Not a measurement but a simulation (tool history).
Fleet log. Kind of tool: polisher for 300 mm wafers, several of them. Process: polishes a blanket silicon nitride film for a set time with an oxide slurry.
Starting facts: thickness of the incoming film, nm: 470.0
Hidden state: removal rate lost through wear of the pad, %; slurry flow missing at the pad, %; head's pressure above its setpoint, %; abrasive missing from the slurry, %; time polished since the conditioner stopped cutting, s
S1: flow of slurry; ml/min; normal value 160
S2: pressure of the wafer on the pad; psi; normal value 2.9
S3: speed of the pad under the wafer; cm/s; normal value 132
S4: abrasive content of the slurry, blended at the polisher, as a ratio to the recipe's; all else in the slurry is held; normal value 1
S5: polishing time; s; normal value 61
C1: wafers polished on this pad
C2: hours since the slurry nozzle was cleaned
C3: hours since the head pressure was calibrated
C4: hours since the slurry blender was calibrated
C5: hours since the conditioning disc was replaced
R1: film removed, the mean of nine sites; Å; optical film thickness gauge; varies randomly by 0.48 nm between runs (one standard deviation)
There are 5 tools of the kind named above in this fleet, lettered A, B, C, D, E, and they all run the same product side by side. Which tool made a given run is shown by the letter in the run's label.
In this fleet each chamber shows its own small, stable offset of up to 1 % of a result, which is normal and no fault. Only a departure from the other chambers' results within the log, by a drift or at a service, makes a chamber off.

run,hour,S1,S2,S3,S4,S5,C1,C2,C3,C4,C5,R1
1E,3.5,160,2.9,132,1,61,927,348.1,761.3,44.2,125.3,456.65
# hour 7.2: chamber C: head pressure recalibrated
# hour 7.7: chamber D: worn pad replaced by a new one
2D,8.2,160,2.9,132,1,61,5,19.2,235.5,115,168.5,447.78
# hour 11.2: chamber B: head pressure recalibrated
3A,13.1,160,2.9,132,1,61,423,374.8,384.2,103.8,398.7,448.92
4B,18.2,160,2.9,132,1,61,448,380.6,7.1,277.8,110.8,461.17
5C,22.6,160,2.9,132,1,61,501,152.9,15.5,159.2,77.5,437.18
# hour 24: chamber B: conditioning disc replaced and pad reconditioned
6B,26.9,160,2.9,132,1,61,542,389.3,15.8,286.5,2.9,449.47
7C,29.4,160,2.9,132,1,61,575,159.7,22.3,166,84.3,446.3
8D,33.4,160,2.9,132,1,61,279,44.4,260.7,140.2,193.7,457.48
# hour 36.6: chamber C: worn pad replaced by a new one
9E,37,210,2.9,132,1,61,1291,381.6,794.8,77.7,158.8,463.37
10A,39.8,210,2.9,132,1,61,713,401.5,410.9,130.5,425.4,472.24
11B,43.7,210,2.9,132,1,61,725,406.1,32.6,303.3,19.7,456.13
# hour 43.9: chamber A: worn pad replaced by a new one
12C,47.7,210,2.9,132,1,61,121,178,40.6,184.3,102.6,455.99
# hour 48.3: chamber E: worn pad replaced by a new one
13A,52.4,210,2.9,132,1,61,93,414.1,423.5,143.1,438,477.97
14E,56.3,160,2.9,132,1,61,87,400.9,814.1,97,178.1,456.48
# hour 58.8: chamber C: slurry blender recalibrated
15D,59,160,2.9,132,1,61,557,70,286.3,165.8,219.3,440.59
16D,63.6,160,2.9,132,1,61,607,74.6,290.9,170.4,223.9,447.25
17B,68.4,160,2.9,132,1,61,993,430.8,57.3,328,44.4,424.35
18A,70.9,160,2.9,132,1,61,294,432.6,442,161.6,456.5,445.65
19E,74.5,160,2.9,132,1,61,284,419.1,832.3,115.2,196.3,457.81
# hour 74.6: chamber B: slurry blender recalibrated
20C,77.6,160,2.9,132,1,61,446,207.9,70.5,18.9,132.5,442.52
21A,80.2,160,2.9,132,1,61,395,441.9,451.3,170.9,465.8,457.07
22D,83.6,160,2.9,132,1,61,825,94.6,310.9,190.4,243.9,456.51
# hour 83.7: chamber E: slurry nozzle cleaned
# hour 87.4: chamber D: worn pad replaced by a new one
23C,88.4,160,2.9,132,1,61,563,218.7,81.3,29.7,143.3,448.91
# hour 89.1: chamber C: worn pad replaced by a new one
24E,92.6,160,2.9,132,1,61,481,9,850.4,133.3,214.4,445.86
25B,96.8,160,2.9,132,1,61,1302,459.2,85.7,22.2,72.8,420.37
26E,100.2,160,2.9,132,1,61,564,16.6,858,140.9,222,454.71
27A,104.3,160,2.9,132,1,61,657,466,475.4,195,489.9,452.7
28C,108.1,160,2.9,132,1,61,207,238.4,101,49.4,163,450.72
# hour 111: chamber D: head pressure recalibrated
29D,111.7,160,2.9,132,1,61,264,122.7,0.8,218.5,272,450.99
30B,114.8,160,2.9,132,1,61,1498,477.2,103.7,40.2,90.8,413.17
# hour 116.6: chamber A: worn pad replaced by a new one
31C,118.7,140,2.9,132,1,61,322,249,111.6,60,173.6,442.75
32E,121.3,140,2.9,132,1,61,793,37.7,879.1,162,243.1,447.36
33A,123.7,140,2.9,132,1,61,77,485.4,494.8,214.4,509.3,435.4
34D,127.9,140,2.9,132,1,61,440,138.9,17,234.7,288.2,436.87
35B,131,140,2.9,132,1,61,1674,493.4,119.9,56.4,107,400.27

For the next run the whole fleet of 5 chambers uses the same settings. Give each chamber's results:
36A,134.8,160,2.9,132,1,61,,,,,,?
36B,134.8,160,2.9,132,1,61,,,,,,?
36C,134.8,160,2.9,132,1,61,,,,,,?
36D,134.8,160,2.9,132,1,61,,,,,,?
36E,134.8,160,2.9,132,1,61,,,,,,?

run,R1
36A,455.64
36B,405.57
36C,442.23
36D,441.25
36E,452.25
